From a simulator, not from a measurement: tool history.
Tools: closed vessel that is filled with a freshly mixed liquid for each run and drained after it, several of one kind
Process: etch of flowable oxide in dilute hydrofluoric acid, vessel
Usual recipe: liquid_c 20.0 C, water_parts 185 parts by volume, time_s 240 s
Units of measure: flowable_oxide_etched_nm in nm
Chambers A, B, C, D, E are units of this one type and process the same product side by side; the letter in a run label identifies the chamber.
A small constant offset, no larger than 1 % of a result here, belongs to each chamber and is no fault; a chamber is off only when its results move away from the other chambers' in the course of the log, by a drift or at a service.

run	day	liquid_c	water_parts	time_s	read-back film thickness of the flowable oxide reference wafer, read on the same gauge (nm)	flowable_oxide_etched_nm
1E	0.242	20.0	185	240	80.018	39.730
2B	0.521	20.0	185	240	80.019	40.501
3C	0.708	20.0	185	240	79.995	40.220
4D	0.958	20.0	185	240	80.009	39.881
5A	1.167	20.0	185	240	80.011	40.167
6E	1.392	20.0	185	240	80.002	39.856
7B	1.779	20.0	185	240	80.006	40.439
8C	2.150	20.0	185	240	79.996	40.349
9A	2.358	20.0	185	240	80.012	40.136
10D	2.671	20.0	185	240	79.992	39.905
11E	2.888	20.0	155	240	79.987	48.883
12C	3.179	20.0	155	240	80.016	50.029
13A	3.383	20.0	155	240	80.004	49.730
14D	3.633	20.0	155	240	79.991	48.812
15B	3.821	20.0	155	240	79.994	49.644
16C	4.162	20.0	185	240	79.995	40.165
17E	4.350	24.5	185	115	80.003	22.752
18B	4.721	24.5	185	115	80.023	22.962
19A	4.929	24.5	185	115	79.984	22.912
20D	5.346	24.5	185	115	79.981	22.486
21A	5.538	24.5	185	115	80.016	22.945
22B	5.767	18.0	185	240	80.028	37.107
23E	6.079	18.0	185	240	79.994	36.861
24D	6.500	18.0	185	240	80.017	36.936
25C	6.683	18.0	185	240	80.013	37.317
26B	7.112	18.0	185	240	79.979	37.229
27C	7.300	20.0	185	240	80.001	40.006
28E	7.592	20.0	225	170	80.005	22.145
29A	7.996	20.0	225	170	79.999	22.632
30D	8.238	20.0	225	170	79.999	22.601
31D	8.567	20.0	225	170	79.995	22.635
32E	8.958	20.0	225	170	80.002	22.224
33A	9.238	20.0	185	240	80.012	40.203
34B	9.608	20.0	185	240	79.984	40.538
35C	10.029	20.0	185	240	79.997	40.256
36D	10.246	20.0	185	240	79.992	41.318
37A	10.654	20.0	185	240	79.990	40.110
38E	11.062	20.0	185	240	80.002	39.785
39B	11.367	20.0	185	240	80.013	40.407
40C	11.617	20.0	185	240	79.999	40.574
41B	12.038	20.0	185	240	79.998	40.261
42A	12.342	20.0	185	240	79.983	40.341
43C	12.629	20.0	185	240	80.001	40.481

All chambers now run identical settings, listed one chamber a line with results as question marks. What results will each chamber show?
44A	12.938	22.0	185	240		?
44B	12.938	22.0	185	240		?
44C	12.938	22.0	185	240		?
44D	12.938	22.0	185	240		?
44E	12.938	22.0	185	240		?

run	flowable_oxide_etched_nm
44A	43.646
44B	43.845
44C	43.789
44D	44.954
44E	43.134
